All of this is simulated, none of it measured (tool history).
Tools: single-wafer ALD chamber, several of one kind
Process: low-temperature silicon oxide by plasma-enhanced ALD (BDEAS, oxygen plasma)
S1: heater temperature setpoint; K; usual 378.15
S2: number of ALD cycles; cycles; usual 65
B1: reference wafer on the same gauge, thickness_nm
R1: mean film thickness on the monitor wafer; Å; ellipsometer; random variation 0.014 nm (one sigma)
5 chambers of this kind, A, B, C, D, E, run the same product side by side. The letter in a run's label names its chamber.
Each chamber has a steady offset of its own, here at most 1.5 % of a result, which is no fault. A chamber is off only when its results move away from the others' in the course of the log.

run,hour,S1,S2,B1,R1
1D,7.3,378.15,65,8.1509,90.794
2E,15.0,378.15,65,8.1495,91.957
3C,26.1,378.15,65,8.1524,92.646
4B,38.8,378.15,65,8.1518,91.851
5A,46.8,378.15,65,8.1591,90.871
6A,55.5,378.15,65,8.1594,91.062
7B,63.7,378.15,65,8.1601,91.748
8D,73.1,378.15,65,8.1579,91.305
9C,78.7,388.15,65,8.1614,90.939
10E,89.8,388.15,65,8.1634,89.990
11A,96.6,388.15,65,8.1628,89.473
12C,107.2,388.15,65,8.1606,90.862
13B,114.1,388.15,65,8.1669,90.528
14E,123.3,378.15,65,8.1657,91.944
15D,133.9,378.15,65,8.1653,91.235
16B,146.5,378.15,65,8.1698,92.014
17C,158.5,378.15,65,8.1693,92.620
18A,165.2,378.15,65,8.1742,91.164
19E,171.5,378.15,65,8.1692,92.083
20D,182.0,378.15,65,8.1718,91.148
21E,190.8,378.15,65,8.1738,91.832
22B,196.6,378.15,65,8.1762,92.082
23C,206.1,378.15,65,8.1765,92.814
24A,214.3,378.15,65,8.1776,91.224
25D,225.7,378.15,65,8.1775,91.271
26E,231.4,378.15,56,8.1804,79.144
27B,243.7,378.15,56,8.1828,79.329
28C,254.3,378.15,56,8.1838,79.816
29A,265.3,378.15,56,8.1862,78.463
30D,274.8,378.15,56,8.1863,78.526
31B,282.8,378.15,65,8.1869,92.285
32A,291.9,392.15,65,8.1880,88.890
33C,297.8,392.15,65,8.1880,90.550
34E,306.9,392.15,65,8.1899,89.698
35D,319.0,392.15,65,8.1919,88.950
36D,331.0,392.15,65,8.1909,88.833
37B,339.4,378.15,65,8.1922,92.384
38C,348.0,378.15,65,8.1971,92.806
39E,356.3,378.15,65,8.1974,92.302
40A,368.6,389.15,76,8.1992,105.030
41A,381.2,389.15,76,8.2022,104.540
42E,391.9,389.15,76,8.1984,105.590

Next, every chamber runs the same settings. What will each give?
43A,401.0,378.15,65,,?
43B,401.0,378.15,65,,?
43C,401.0,378.15,65,,?
43D,401.0,378.15,65,,?
43E,401.0,378.15,65,,?

run,R1
43A,91.613
43B,92.514
43C,93.082
43D,91.562
43E,92.258

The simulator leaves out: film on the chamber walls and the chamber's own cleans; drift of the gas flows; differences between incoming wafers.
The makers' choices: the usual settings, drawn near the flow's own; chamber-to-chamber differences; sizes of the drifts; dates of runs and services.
